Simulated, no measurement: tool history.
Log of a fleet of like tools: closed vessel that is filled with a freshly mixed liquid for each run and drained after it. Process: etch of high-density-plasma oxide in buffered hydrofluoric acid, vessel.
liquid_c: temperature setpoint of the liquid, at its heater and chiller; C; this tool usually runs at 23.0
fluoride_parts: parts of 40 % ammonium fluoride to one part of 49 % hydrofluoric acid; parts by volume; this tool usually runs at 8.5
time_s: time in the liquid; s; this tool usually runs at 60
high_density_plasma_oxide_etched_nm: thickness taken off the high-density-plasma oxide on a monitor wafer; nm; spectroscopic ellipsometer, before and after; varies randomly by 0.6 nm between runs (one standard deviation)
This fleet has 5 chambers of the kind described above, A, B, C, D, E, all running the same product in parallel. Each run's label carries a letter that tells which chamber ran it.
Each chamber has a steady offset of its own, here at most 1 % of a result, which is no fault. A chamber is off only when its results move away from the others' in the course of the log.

run   hour  liquid_c  fluoride_parts  time_s  hours since the thermometer was replaced  hours since the hydrofluoric acid flow meter was replaced  read-back film thickness of the high-density-plasma oxide reference wafer, read on the same gauge (nm)  high_density_plasma_oxide_etched_nm
 1C    8.9      23.0             8.5      60                                      87.1                                                      777.2                                                                                                  110.04                               81.196
 2A   18.8      23.0             8.5      60                                     131.9                                                     2120.7                                                                                                  110.00                               78.667
 3E   29.0      23.0             8.5      60                                     490.7                                                      845.5                                                                                                  110.03                               79.170
 4B   39.3      23.0             8.5      60                                     509.9                                                      372.7                                                                                                  109.98                               80.416
 5D   50.1      23.0             8.5      60                                     522.5                                                      372.9                                                                                                  109.99                               80.138
 6E   61.0      23.0             8.5      60                                     522.7                                                      877.5                                                                                                  109.96                               77.796
 7A   69.7      23.0             8.5      60                                     182.8                                                     2171.6                                                                                                  109.98                               79.472
 8D   74.8      23.0             8.5      60                                     547.2                                                      397.6                                                                                                  110.02                               81.549
 9C   83.4      23.0             8.5      60                                     161.6                                                      851.7                                                                                                  109.98                               80.244
10B   89.7      23.0            10.5      60                                     560.3                                                      423.1                                                                                                  109.96                               67.987
11B  100.6      23.0            10.5      60                                     571.2                                                      434.0                                                                                                  110.03                               67.107
12E  109.5      23.0            10.5      60                                     571.2                                                      926.0                                                                                                  109.99                               65.781
13C  117.7      23.0            10.5      60                                     195.9                                                      886.0                                                                                                  110.01                               67.533
14D  128.0      23.0            10.5      60                                     600.4                                                      450.8                                                                                                  109.98                               67.375
15A  136.6      23.0             8.5      60                                     249.7                                                     2238.5                                                                                                  110.00                               79.642
16B  142.0      23.0             8.5      40                                     612.6                                                      475.4                                                                                                  109.99                               53.396
17D  149.0      23.0             8.5      40                                     621.4                                                      471.8                                                                                                  109.99                               53.225
18E  158.5      23.0             8.5      40                                     620.2                                                      975.0                                                                                                  110.02                               53.444
19C  169.7      23.0             8.5      40                                     247.9                                                      938.0                                                                                                  110.00                               53.921
20A  179.6      23.0             8.5      40                                     292.7                                                     2281.5                                                                                                  110.04                               52.673
21D  190.7      26.5             9.5      60                                     663.1                                                      513.5                                                                                                  109.95                               88.072
22E  196.0      26.5             9.5      60                                     657.7                                                     1012.5                                                                                                  110.01                               87.489
23C  201.4      26.5             9.5      60                                     279.6                                                      969.7                                                                                                  110.01                               88.003
24A  210.1      26.5             9.5      60                                     323.2                                                     2312.0                                                                                                  110.02                               88.369
25B  220.2      26.5             9.5      60                                     690.8                                                      553.6                                                                                                  109.99                               88.500
26D  225.7      23.0             8.5      60                                     698.1                                                      548.5                                                                                                  109.98                               80.753
27A  235.3      23.0            11.0      35                                     348.4                                                     2337.2                                                                                                  109.96                               37.075
28C  244.9      23.0            11.0      35                                     323.1                                                     1013.2                                                                                                  109.99                               37.716
29E  252.2      23.0            11.0      35                                     713.9                                                     1068.7                                                                                                  109.99                               37.604
30B  263.0      23.0            11.0      35                                     733.6                                                      596.4                                                                                                  110.01                               37.881
31E  268.2      23.0            11.0      35                                     729.9                                                     1084.7                                                                                                  109.98                               37.073
32A  277.2      23.0             8.5      60                                     390.3                                                     2379.1                                                                                                  110.01                               79.125
33D  284.4      23.0             8.5      60                                     756.8                                                      607.2                                                                                                  109.99                               80.382
34C  292.2      23.0             8.5      60                                     370.4                                                     1060.5                                                                                                  110.03                               80.528

Decide between three cases: one chamber stands off from its peers, the gauge reading all wafers drifts, or nothing is wrong past each chamber's small offset. Where a chamber is off, say which and what most likely put it there.

No chamber stands off beyond its own small offset, and the gauge holds steady.

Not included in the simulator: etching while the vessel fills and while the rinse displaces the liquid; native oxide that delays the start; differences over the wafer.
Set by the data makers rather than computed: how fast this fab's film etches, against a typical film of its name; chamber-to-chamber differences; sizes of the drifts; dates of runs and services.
